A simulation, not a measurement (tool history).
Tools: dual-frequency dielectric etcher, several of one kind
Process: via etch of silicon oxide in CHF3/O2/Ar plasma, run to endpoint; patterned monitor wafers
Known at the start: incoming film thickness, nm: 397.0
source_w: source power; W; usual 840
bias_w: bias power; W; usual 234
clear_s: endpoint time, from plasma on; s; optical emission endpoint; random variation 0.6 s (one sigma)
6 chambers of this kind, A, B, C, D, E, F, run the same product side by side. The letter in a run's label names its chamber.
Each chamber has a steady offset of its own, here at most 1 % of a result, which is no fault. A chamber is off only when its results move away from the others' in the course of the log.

| run | hour | source_w | bias_w | hours since the last wet clean | hours since the last source power generator calibration | hours since the last bias power generator calibration | clear_s |
|---|---|---|---|---|---|---|---|
|  | 0.8 | chamber E: source power generator calibrated |
| 1D | 8.4 | 840 | 234 | 99.0 | 3221.4 | 920.6 | 161.76 |
| 2F | 20.9 | 840 | 234 | 297.1 | 938.6 | 3184.8 | 162.05 |
| 3C | 32.9 | 840 | 234 | 276.8 | 903.8 | 531.7 | 161.51 |
| 4E | 42.3 | 840 | 234 | 122.1 | 41.6 | 1352.6 | 160.98 |
| 5B | 54.8 | 840 | 234 | 543.0 | 1180.9 | 1620.6 | 161.80 |
| 6A | 66.8 | 840 | 234 | 437.0 | 1212.2 | 942.5 | 160.94 |
| 7C | 77.2 | 840 | 234 | 321.1 | 948.1 | 576.0 | 161.21 |
| 8B | 83.2 | 840 | 234 | 571.4 | 1209.3 | 1649.0 | 160.21 |
| 9F | 93.4 | 840 | 234 | 369.6 | 1011.1 | 3257.3 | 160.08 |
| 10E | 105.3 | 940 | 255 | 185.1 | 104.6 | 1415.6 | 150.02 |
|  | 111.5 | chamber B: wet clean of the chamber |
| 11A | 117.1 | 940 | 255 | 487.3 | 1262.5 | 992.8 | 149.58 |
| 12D | 124.9 | 940 | 255 | 215.5 | 3337.9 | 1037.1 | 149.64 |
| 13C | 134.4 | 940 | 255 | 378.3 | 1005.3 | 633.2 | 150.02 |
| 14B | 142.3 | 940 | 255 | 30.9 | 1268.4 | 1708.1 | 150.09 |
| 15A | 153.1 | 940 | 255 | 523.3 | 1298.5 | 1028.8 | 149.50 |
| 16F | 163.8 | 840 | 234 | 440.0 | 1081.5 | 3327.7 | 161.81 |
|  | 173.5 | chamber D: source power generator calibrated |
| 17D | 175.0 | 840 | 234 | 265.6 | 1.6 | 1087.2 | 162.48 |
| 18E | 181.0 | 840 | 234 | 260.8 | 180.3 | 1491.3 | 161.42 |
| 19A | 191.9 | 750 | 234 | 562.1 | 1337.3 | 1067.6 | 167.06 |
| 20D | 203.1 | 750 | 234 | 293.7 | 29.7 | 1115.3 | 168.88 |
|  | 206.6 | chamber F: bias power generator calibrated |
|  | 208.2 | chamber F: wet clean of the chamber |
| 21F | 215.6 | 750 | 234 | 7.5 | 1133.3 | 9.0 | 167.92 |
|  | 221.3 | chamber C: wet clean of the chamber |
| 22E | 224.3 | 750 | 234 | 304.1 | 223.6 | 1534.6 | 170.32 |
| 23C | 234.3 | 750 | 234 | 13.1 | 1105.2 | 733.1 | 169.38 |
|  | 235.3 | chamber A: wet clean of the chamber |
| 24B | 246.7 | 750 | 234 | 135.3 | 1372.8 | 1812.5 | 167.64 |
| 25C | 259.4 | 840 | 234 | 38.2 | 1130.3 | 758.2 | 161.92 |
| 26E | 271.7 | 840 | 234 | 351.5 | 271.0 | 1582.0 | 163.52 |
| 27F | 285.4 | 840 | 234 | 77.3 | 1203.1 | 78.8 | 161.43 |
| 28A | 292.0 | 840 | 234 | 56.8 | 1437.4 | 1167.7 | 161.22 |
| 29B | 301.4 | 840 | 234 | 190.0 | 1427.5 | 1867.2 | 160.49 |
| 30D | 310.7 | 840 | 234 | 401.3 | 137.3 | 1222.9 | 162.16 |
| 31C | 317.0 | 840 | 234 | 95.8 | 1187.9 | 815.8 | 161.30 |
| 32A | 329.9 | 840 | 234 | 94.7 | 1475.3 | 1205.6 | 160.23 |
| 33D | 340.8 | 840 | 234 | 431.4 | 167.4 | 1253.0 | 162.34 |
| 34B | 348.2 | 920 | 190 | 236.8 | 1474.3 | 1914.0 | 166.13 |
| 35F | 356.2 | 920 | 190 | 148.1 | 1273.9 | 149.6 | 166.51 |
| 36E | 369.2 | 920 | 190 | 449.0 | 368.5 | 1679.5 | 170.93 |
| 37C | 380.5 | 920 | 190 | 159.3 | 1251.4 | 879.3 | 166.87 |
| 38E | 392.9 | 920 | 190 | 472.7 | 392.2 | 1703.2 | 171.38 |
| 39B | 402.4 | 920 | 190 | 291.0 | 1528.5 | 1968.2 | 167.34 |
| 40F | 415.4 | 840 | 234 | 207.3 | 1333.1 | 208.8 | 161.21 |
| 41A | 422.5 | 840 | 234 | 187.3 | 1567.9 | 1298.2 | 159.62 |
| 42D | 429.9 | 840 | 234 | 520.5 | 256.5 | 1342.1 | 161.98 |
| 43E | 438.3 | 840 | 234 | 518.1 | 437.6 | 1748.6 | 166.54 |

What goes on in this fleet: one chamber off, a drifting gauge, or nothing beyond the chambers' own small offsets? Name the chamber and the cause, if any.

Chamber E drifts away from the others.
Cause: etch rate under this chamber's usual, % = 3.14.

Here are 4 candidates for chamber E's next run, each the usual settings with a change, their results left as question marks. Which one brings its results back in line with what the others give on the usual settings?
In line means no further than this from the other chambers' mean on the usual settings: clear_s 2.10 s
| 44E-1 | 448.2 | 910 | 251 |  |  |  | ? |
| 44E-2 | 448.2 | 720 | 234 |  |  |  | ? |
| 44E-3 | 448.2 | 910 | 234 |  |  |  | ? |
| 44E-4 | 448.2 | 800 | 225 |  |  |  | ? |

The other chambers' mean on the usual settings: clear_s 161.25 s
| run | clear_s |
|---|---|
| 44E-1 | 156.72 |
| 44E-2 | 175.46 |
| 44E-3 | 160.58 |
| 44E-4 | 170.92 |
44E-3 brings the chamber back in line.
